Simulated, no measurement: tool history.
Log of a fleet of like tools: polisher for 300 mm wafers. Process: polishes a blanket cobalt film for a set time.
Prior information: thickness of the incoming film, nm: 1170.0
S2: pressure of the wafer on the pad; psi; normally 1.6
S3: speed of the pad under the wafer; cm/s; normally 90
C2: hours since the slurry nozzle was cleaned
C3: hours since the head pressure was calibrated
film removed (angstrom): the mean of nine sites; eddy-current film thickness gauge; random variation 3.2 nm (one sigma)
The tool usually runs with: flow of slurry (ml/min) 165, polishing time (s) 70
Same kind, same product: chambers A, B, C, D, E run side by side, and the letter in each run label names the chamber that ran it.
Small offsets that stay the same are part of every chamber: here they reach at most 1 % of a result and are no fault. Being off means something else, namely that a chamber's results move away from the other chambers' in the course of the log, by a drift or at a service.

run 1B hour=10.6 | flow_of_slurry_(ml/min)=165 S2=1.6 S3=90 polishing_time_(s)=70 | wafers_polished_on_this_pad=161 C2=371.7 C3=821.3 | film_removed_(angstrom)=2723.6
-- hour=12.3 chamber E: worn pad replaced by a new one
run 2A hour=17.1 | flow_of_slurry_(ml/min)=165 S2=1.6 S3=90 polishing_time_(s)=70 | wafers_polished_on_this_pad=556 C2=69.9 C3=212.6 | film_removed_(angstrom)=2783.3
run 3E hour=27.0 | flow_of_slurry_(ml/min)=165 S2=1.6 S3=90 polishing_time_(s)=70 | wafers_polished_on_this_pad=180 C2=124.5 C3=321.3 | film_removed_(angstrom)=2776.2
run 4D hour=35.7 | flow_of_slurry_(ml/min)=165 S2=1.6 S3=90 polishing_time_(s)=70 | wafers_polished_on_this_pad=632 C2=345.1 C3=600.6 | film_removed_(angstrom)=2769.7
-- hour=41.0 chamber D: worn pad replaced by a new one
run 5C hour=45.6 | flow_of_slurry_(ml/min)=165 S2=1.6 S3=90 polishing_time_(s)=70 | wafers_polished_on_this_pad=1022 C2=269.1 C3=973.0 | film_removed_(angstrom)=2691.8
-- hour=47.4 chamber A: worn pad replaced by a new one
run 6C hour=52.2 | flow_of_slurry_(ml/min)=165 S2=1.6 S3=90 polishing_time_(s)=70 | wafers_polished_on_this_pad=1103 C2=275.7 C3=979.6 | film_removed_(angstrom)=2770.0
-- hour=60.5 chamber C: worn pad replaced by a new one
run 7E hour=62.6 | flow_of_slurry_(ml/min)=165 S2=1.6 S3=90 polishing_time_(s)=70 | wafers_polished_on_this_pad=616 C2=160.1 C3=356.9 | film_removed_(angstrom)=2713.3
-- hour=65.2 chamber B: worn pad replaced by a new one
run 8B hour=69.9 | flow_of_slurry_(ml/min)=165 S2=1.9 S3=90 polishing_time_(s)=70 | wafers_polished_on_this_pad=58 C2=431.0 C3=880.6 | film_removed_(angstrom)=3207.2
run 9A hour=80.9 | flow_of_slurry_(ml/min)=165 S2=1.9 S3=90 polishing_time_(s)=70 | wafers_polished_on_this_pad=411 C2=133.7 C3=276.4 | film_removed_(angstrom)=3279.0
run 10D hour=91.5 | flow_of_slurry_(ml/min)=165 S2=1.9 S3=90 polishing_time_(s)=70 | wafers_polished_on_this_pad=620 C2=400.9 C3=656.4 | film_removed_(angstrom)=3204.8
-- hour=94.4 chamber D: worn pad replaced by a new one
run 11E hour=97.2 | flow_of_slurry_(ml/min)=165 S2=1.9 S3=90 polishing_time_(s)=70 | wafers_polished_on_this_pad=1040 C2=194.7 C3=391.5 | film_removed_(angstrom)=3210.9
-- hour=101.7 chamber C: head pressure recalibrated
run 12A hour=103.0 | flow_of_slurry_(ml/min)=165 S2=1.9 S3=90 polishing_time_(s)=70 | wafers_polished_on_this_pad=682 C2=155.8 C3=298.5 | film_removed_(angstrom)=3273.4
run 13D hour=112.3 | flow_of_slurry_(ml/min)=165 S2=1.6 S3=90 polishing_time_(s)=70 | wafers_polished_on_this_pad=219 C2=421.7 C3=677.2 | film_removed_(angstrom)=2715.9
-- hour=115.3 chamber E: worn pad replaced by a new one
-- hour=119.1 chamber A: worn pad replaced by a new one
run 14B hour=122.0 | flow_of_slurry_(ml/min)=165 S2=1.6 S3=90 polishing_time_(s)=70 | wafers_polished_on_this_pad=697 C2=483.1 C3=932.7 | film_removed_(angstrom)=2759.1
run 15C hour=131.3 | flow_of_slurry_(ml/min)=165 S2=1.6 S3=90 polishing_time_(s)=70 | wafers_polished_on_this_pad=868 C2=354.8 C3=29.7 | film_removed_(angstrom)=2707.1
-- hour=133.3 chamber B: worn pad replaced by a new one
-- hour=134.1 chamber B: head pressure recalibrated
run 16A hour=139.1 | flow_of_slurry_(ml/min)=165 S2=1.6 S3=90 polishing_time_(s)=82 | wafers_polished_on_this_pad=246 C2=191.9 C3=334.6 | film_removed_(angstrom)=3244.2
run 17E hour=148.4 | flow_of_slurry_(ml/min)=165 S2=1.6 S3=90 polishing_time_(s)=82 | wafers_polished_on_this_pad=406 C2=245.9 C3=442.7 | film_removed_(angstrom)=3205.9
-- hour=150.4 chamber D: slurry nozzle cleaned
-- hour=155.4 chamber D: worn pad replaced by a new one
-- hour=155.4 chamber C: worn pad replaced by a new one
run 18D hour=157.2 | flow_of_slurry_(ml/min)=165 S2=1.6 S3=90 polishing_time_(s)=82 | wafers_polished_on_this_pad=22 C2=6.9 C3=722.1 | film_removed_(angstrom)=3241.9
run 19B hour=168.6 | flow_of_slurry_(ml/min)=165 S2=1.6 S3=90 polishing_time_(s)=82 | wafers_polished_on_this_pad=432 C2=529.7 C3=34.6 | film_removed_(angstrom)=2830.3
run 20C hour=178.1 | flow_of_slurry_(ml/min)=165 S2=1.6 S3=90 polishing_time_(s)=82 | wafers_polished_on_this_pad=279 C2=401.6 C3=76.5 | film_removed_(angstrom)=3128.0
-- hour=188.8 chamber A: worn pad replaced by a new one
run 21C hour=190.1 | flow_of_slurry_(ml/min)=165 S2=1.6 S3=90 polishing_time_(s)=70 | wafers_polished_on_this_pad=426 C2=413.6 C3=88.5 | film_removed_(angstrom)=2689.4
-- hour=195.5 chamber B: worn pad replaced by a new one
run 22B hour=198.6 | flow_of_slurry_(ml/min)=165 S2=2.0 S3=118 polishing_time_(s)=70 | wafers_polished_on_this_pad=38 C2=559.7 C3=64.6 | film_removed_(angstrom)=3976.1
run 23E hour=208.6 | flow_of_slurry_(ml/min)=165 S2=2.0 S3=118 polishing_time_(s)=70 | wafers_polished_on_this_pad=1144 C2=306.1 C3=502.9 | film_removed_(angstrom)=4431.7
-- hour=209.6 chamber E: worn pad replaced by a new one
-- hour=217.2 chamber D: worn pad replaced by a new one
run 24D hour=221.7 | flow_of_slurry_(ml/min)=165 S2=2.0 S3=118 polishing_time_(s)=70 | wafers_polished_on_this_pad=55 C2=71.4 C3=786.6 | film_removed_(angstrom)=4481.1
run 25A hour=231.2 | flow_of_slurry_(ml/min)=165 S2=2.0 S3=118 polishing_time_(s)=70 | wafers_polished_on_this_pad=520 C2=284.0 C3=426.7 | film_removed_(angstrom)=4451.7
-- hour=231.8 chamber A: head pressure recalibrated
-- hour=236.1 chamber C: slurry nozzle cleaned
run 26D hour=238.6 | flow_of_slurry_(ml/min)=165 S2=2.0 S3=118 polishing_time_(s)=70 | wafers_polished_on_this_pad=263 C2=88.3 C3=803.5 | film_removed_(angstrom)=4513.5
-- hour=250.7 chamber A: worn pad replaced by a new one
run 27E hour=251.7 | flow_of_slurry_(ml/min)=165 S2=1.6 S3=90 polishing_time_(s)=70 | wafers_polished_on_this_pad=516 C2=349.2 C3=546.0 | film_removed_(angstrom)=2740.4
-- hour=262.7 chamber B: worn pad replaced by a new one
run 28B hour=263.1 | flow_of_slurry_(ml/min)=200 S2=1.6 S3=90 polishing_time_(s)=70 | wafers_polished_on_this_pad=5 C2=624.2 C3=129.1 | film_removed_(angstrom)=2528.9
-- hour=264.3 chamber C: worn pad replaced by a new one
run 29C hour=268.9 | flow_of_slurry_(ml/min)=200 S2=1.6 S3=90 polishing_time_(s)=70 | wafers_polished_on_this_pad=56 C2=32.8 C3=167.3 | film_removed_(angstrom)=2800.0
run 30A hour=275.8 | flow_of_slurry_(ml/min)=200 S2=1.6 S3=90 polishing_time_(s)=70 | wafers_polished_on_this_pad=308 C2=328.6 C3=44.1 | film_removed_(angstrom)=2821.3
run 31E hour=283.2 | flow_of_slurry_(ml/min)=200 S2=1.6 S3=90 polishing_time_(s)=70 | wafers_polished_on_this_pad=902 C2=380.7 C3=577.5 | film_removed_(angstrom)=2778.5

Next, all 5 chambers run the settings below, one line each with question marks for the results. What does each chamber give?
run 32A hour=292.6 | flow_of_slurry_(ml/min)=165 S2=1.6 S3=90 polishing_time_(s)=70 | film_removed_(angstrom)=?
run 32B hour=292.6 | flow_of_slurry_(ml/min)=165 S2=1.6 S3=90 polishing_time_(s)=70 | film_removed_(angstrom)=?
run 32C hour=292.6 | flow_of_slurry_(ml/min)=165 S2=1.6 S3=90 polishing_time_(s)=70 | film_removed_(angstrom)=?
run 32D hour=292.6 | flow_of_slurry_(ml/min)=165 S2=1.6 S3=90 polishing_time_(s)=70 | film_removed_(angstrom)=?
run 32E hour=292.6 | flow_of_slurry_(ml/min)=165 S2=1.6 S3=90 polishing_time_(s)=70 | film_removed_(angstrom)=?

run=32A film_removed_(angstrom)=2747.6
run=32B film_removed_(angstrom)=2413.9
run=32C film_removed_(angstrom)=2739.3
run=32D film_removed_(angstrom)=2725.5
run=32E film_removed_(angstrom)=2751.7
